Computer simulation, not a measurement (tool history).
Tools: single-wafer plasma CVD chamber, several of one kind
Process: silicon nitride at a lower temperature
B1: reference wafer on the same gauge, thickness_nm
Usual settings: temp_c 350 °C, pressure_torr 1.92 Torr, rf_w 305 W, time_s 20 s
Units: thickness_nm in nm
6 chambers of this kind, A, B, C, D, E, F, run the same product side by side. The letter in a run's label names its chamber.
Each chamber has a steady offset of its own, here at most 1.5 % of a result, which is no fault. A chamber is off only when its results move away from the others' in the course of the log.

Run 1B, day 0.208: usual settings; B1 20.885. Result: thickness_nm 24.611 nm.
Run 2F, day 0.392: usual settings; B1 20.907. Result: thickness_nm 24.801 nm.
Run 3E, day 0.654: usual settings; B1 20.903. Result: thickness_nm 25.132 nm.
Run 4C, day 1.054: usual settings; B1 20.897. Result: thickness_nm 25.174 nm.
Run 5A, day 1.467: usual settings; B1 20.909. Result: thickness_nm 24.84 nm.
Run 6D, day 1.683: usual settings; B1 20.892. Result: thickness_nm 25.113 nm.
Run 7A, day 2.058: usual settings; B1 20.892. Result: thickness_nm 24.85 nm.
Run 8E, day 2.342: usual settings; B1 20.906. Result: thickness_nm 25.066 nm.
Run 9F, day 2.592: usual settings; B1 20.897. Result: thickness_nm 24.933 nm.
Run 10D, day 2.975: usual settings; B1 20.908. Result: thickness_nm 25.162 nm.
Run 11C, day 3.271: usual settings; B1 20.896. Result: thickness_nm 25.091 nm.
Run 12B, day 3.662: usual settings; B1 20.912. Result: thickness_nm 24.662 nm.
Run 13B, day 4.058: usual settings; B1 20.895. Result: thickness_nm 24.745 nm.
Run 14C, day 4.246: usual settings but temp_c 362 °C, time_s 16.6 s; B1 20.903. Result: thickness_nm 20.818 nm.
Run 15F, day 4.55: usual settings but temp_c 362 °C, time_s 16.6 s; B1 20.908. Result: thickness_nm 20.571 nm.
Run 16D, day 4.783: usual settings but temp_c 362 °C, time_s 16.6 s; B1 20.902. Result: thickness_nm 20.741 nm.
Run 17A, day 5.125: usual settings but temp_c 362 °C, time_s 16.6 s; B1 20.894. Result: thickness_nm 20.506 nm.
Run 18E, day 5.429: usual settings but temp_c 362 °C, time_s 16.6 s; B1 20.903. Result: thickness_nm 20.851 nm.
Run 19E, day 5.742: usual settings but temp_c 362 °C, time_s 16.6 s; B1 20.89. Result: thickness_nm 20.73 nm.
Run 20C, day 5.967: usual settings; B1 20.903. Result: thickness_nm 24.974 nm.
Run 21A, day 6.35: usual settings; B1 20.904. Result: thickness_nm 24.594 nm.
Run 22F, day 6.75: usual settings but rf_w 350 W; B1 20.889. Result: thickness_nm 27.373 nm.
Run 23B, day 7.112: usual settings but rf_w 350 W; B1 20.89. Result: thickness_nm 26.913 nm.
Run 24D, day 7.408: usual settings but rf_w 350 W; B1 20.898. Result: thickness_nm 27.365 nm.
Run 25B, day 7.762: usual settings but rf_w 350 W; B1 20.897. Result: thickness_nm 27.116 nm.
Run 26A, day 8.025: usual settings but rf_w 350 W; B1 20.892. Result: thickness_nm 27.073 nm.
Run 27D, day 8.292: usual settings but rf_w 350 W; B1 20.894. Result: thickness_nm 27.582 nm.
Run 28E, day 8.642: usual settings; B1 20.912. Result: thickness_nm 25.013 nm.
Run 29C, day 9.021: usual settings; B1 20.902. Result: thickness_nm 25.121 nm.
At day 9.3: chamber E: thermocouple changed; heater temperature recalibrated.
Run 30F, day 9.421: usual settings but pressure_torr 1.49 Torr, rf_w 255 W; B1 20.916. Result: thickness_nm 20.526 nm.
Run 31E, day 9.629: usual settings but pressure_torr 1.49 Torr, rf_w 255 W; B1 20.916. Result: thickness_nm 20.653 nm.
Run 32D, day 10.021: usual settings but pressure_torr 1.49 Torr, rf_w 255 W; B1 20.897. Result: thickness_nm 20.827 nm.
Run 33C, day 10.4: usual settings but pressure_torr 1.49 Torr, rf_w 255 W; B1 20.899. Result: thickness_nm 20.675 nm.
Run 34A, day 10.658: usual settings but pressure_torr 1.49 Torr, rf_w 255 W; B1 20.895. Result: thickness_nm 19.999 nm.
Run 35B, day 10.883: usual settings but pressure_torr 1.49 Torr, rf_w 255 W; B1 20.894. Result: thickness_nm 20.34 nm.
Run 36F, day 11.167: usual settings; B1 20.906. Result: thickness_nm 24.833 nm.
Run 37E, day 11.4: usual settings but pressure_torr 1.65 Torr; B1 20.908. Result: thickness_nm 24.186 nm.

Is one chamber off against the others, does the gauge drift, or is nothing wrong? If a chamber is off, say which, and what the likeliest cause is.

Chamber A drifts away from the others.
Cause: delivered RF power below the setpoint (%) = 4.14.

Here are 4 candidates for chamber A's next run, each the usual settings with a change, their results left as question marks. Which one brings its results back in line with what the others give on the usual settings?
In line means no further than this from the other chambers' mean on the usual settings: thickness_nm 0.29 nm
Run 38A-1, day 11.696: usual settings but pressure_torr 1.88 Torr, time_s 18.9 s. Result: thickness_nm ?.
Run 38A-2, day 11.696: usual settings but pressure_torr 1.95 Torr, rf_w 315 W, time_s 20.7 s. Result: thickness_nm ?.
Run 38A-3, day 11.696: usual settings but time_s 19.4 s. Result: thickness_nm ?.
Run 38A-4, day 11.696: usual settings but rf_w 310 W, time_s 20.4 s. Result: thickness_nm ?.

The other chambers' mean on the usual settings: thickness_nm 24.977 nm
  run  thickness_nm
38A-1        22.676
38A-2        25.636
38A-3        23.409
38A-4        24.888
38A-4 brings the chamber back in line.
